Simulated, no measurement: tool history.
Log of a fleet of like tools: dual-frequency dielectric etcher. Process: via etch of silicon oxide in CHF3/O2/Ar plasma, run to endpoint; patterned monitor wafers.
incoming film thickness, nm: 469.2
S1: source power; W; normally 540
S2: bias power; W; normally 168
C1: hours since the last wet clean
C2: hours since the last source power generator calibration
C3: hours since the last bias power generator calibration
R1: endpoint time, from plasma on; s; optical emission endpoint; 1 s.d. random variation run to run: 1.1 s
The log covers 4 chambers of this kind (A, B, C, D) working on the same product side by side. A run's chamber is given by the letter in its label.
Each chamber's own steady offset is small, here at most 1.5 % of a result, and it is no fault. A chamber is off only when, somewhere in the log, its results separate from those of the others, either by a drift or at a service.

run 1C hour=5.7 | S1=540 S2=168 | C1=336.3 C2=558.7 C3=2294.6 | R1=255.93
run 2B hour=11.4 | S1=540 S2=168 | C1=305.6 C2=307.7 C3=541.2 | R1=250.31
run 3D hour=16.3 | S1=540 S2=168 | C1=183.5 C2=2776.9 C3=507.5 | R1=249.09
run 4A hour=24.6 | S1=540 S2=168 | C1=271.7 C2=4085.3 C3=66.1 | R1=254.08
run 5A hour=29.3 | S1=540 S2=168 | C1=276.4 C2=4090.0 C3=70.8 | R1=254.22
run 6D hour=37.7 | S1=540 S2=168 | C1=204.9 C2=2798.3 C3=528.9 | R1=252.67
run 7C hour=46.7 | S1=540 S2=168 | C1=377.3 C2=599.7 C3=2335.6 | R1=256.73
run 8B hour=52.0 | S1=540 S2=168 | C1=346.2 C2=348.3 C3=581.8 | R1=250.02
run 9D hour=57.2 | S1=450 S2=168 | C1=224.4 C2=2817.8 C3=548.4 | R1=269.48
run 10A hour=61.9 | S1=450 S2=168 | C1=309.0 C2=4122.6 C3=103.4 | R1=273.45
run 11C hour=67.8 | S1=450 S2=168 | C1=398.4 C2=620.8 C3=2356.7 | R1=276.53
-- hour=68.0 chamber C: wet clean of the chamber
run 12B hour=72.5 | S1=450 S2=168 | C1=366.7 C2=368.8 C3=602.3 | R1=266.99
run 13D hour=77.9 | S1=540 S2=168 | C1=245.1 C2=2838.5 C3=569.1 | R1=252.50
run 14C hour=82.5 | S1=540 S2=168 | C1=14.6 C2=635.5 C3=2371.4 | R1=247.73
-- hour=85.0 chamber A: wet clean of the chamber
run 15A hour=86.7 | S1=540 S2=168 | C1=1.8 C2=4147.4 C3=128.2 | R1=255.57
run 16B hour=94.9 | S1=540 S2=168 | C1=389.1 C2=391.2 C3=624.7 | R1=249.55
run 17D hour=103.2 | S1=540 S2=168 | C1=270.4 C2=2863.8 C3=594.4 | R1=253.15
run 18C hour=108.6 | S1=540 S2=168 | C1=40.7 C2=661.6 C3=2397.5 | R1=245.70
run 19A hour=115.2 | S1=620 S2=193 | C1=30.3 C2=4175.9 C3=156.7 | R1=230.34
run 20B hour=124.3 | S1=620 S2=193 | C1=418.5 C2=420.6 C3=654.1 | R1=228.40
run 21B hour=128.8 | S1=620 S2=193 | C1=423.0 C2=425.1 C3=658.6 | R1=228.13
run 22C hour=135.5 | S1=620 S2=193 | C1=67.6 C2=688.5 C3=2424.4 | R1=224.09
run 23D hour=143.9 | S1=540 S2=168 | C1=311.1 C2=2904.5 C3=635.1 | R1=252.00
run 24A hour=152.5 | S1=540 S2=168 | C1=67.6 C2=4213.2 C3=194.0 | R1=253.23
run 25A hour=158.0 | S1=540 S2=168 | C1=73.1 C2=4218.7 C3=199.5 | R1=256.06
run 26D hour=166.9 | S1=540 S2=168 | C1=334.1 C2=2927.5 C3=658.1 | R1=249.60
run 27B hour=172.7 | S1=540 S2=168 | C1=466.9 C2=469.0 C3=702.5 | R1=251.81
run 28C hour=181.5 | S1=540 S2=168 | C1=113.6 C2=734.5 C3=2470.4 | R1=248.94
run 29A hour=188.1 | S1=540 S2=168 | C1=103.2 C2=4248.8 C3=229.6 | R1=255.90
run 30B hour=195.9 | S1=540 S2=168 | C1=490.1 C2=492.2 C3=725.7 | R1=251.80
run 31D hour=200.0 | S1=540 S2=168 | C1=367.2 C2=2960.6 C3=691.2 | R1=253.62
run 32C hour=207.0 | S1=540 S2=168 | C1=139.1 C2=760.0 C3=2495.9 | R1=246.20

What goes on in this fleet: one chamber off, a drifting gauge, or nothing beyond the chambers' own small offsets? Name the chamber and the cause, if any.

Chamber C came out of a service off from its peers and stayed that way.
What lies behind it: etch rate over this chamber's usual, % = 3.64.

Chamber C could run next with any of the 4 candidate recipes listed below; each alters the usual settings, and their results appear as question marks. Which one brings its results back in line with what the other chambers deliver on the usual settings?
To be in line, a result may differ from the other chambers' mean on the usual settings by at most: R1 3.80 s
run 33C-1 hour=213.5 | S1=470 S2=168 | R1=?
run 33C-2 hour=213.5 | S1=580 S2=179 | R1=?
run 33C-3 hour=213.5 | S1=560 S2=173 | R1=?
run 33C-4 hour=213.5 | S1=520 S2=163 | R1=?

The mean the other chambers reach with the usual settings: R1 252.89 s
run=33C-1 R1=260.68
run=33C-2 R1=235.32
run=33C-3 R1=241.24
run=33C-4 R1=253.18
Change 33C-4 lands the chamber within the allowed miss of the other chambers.

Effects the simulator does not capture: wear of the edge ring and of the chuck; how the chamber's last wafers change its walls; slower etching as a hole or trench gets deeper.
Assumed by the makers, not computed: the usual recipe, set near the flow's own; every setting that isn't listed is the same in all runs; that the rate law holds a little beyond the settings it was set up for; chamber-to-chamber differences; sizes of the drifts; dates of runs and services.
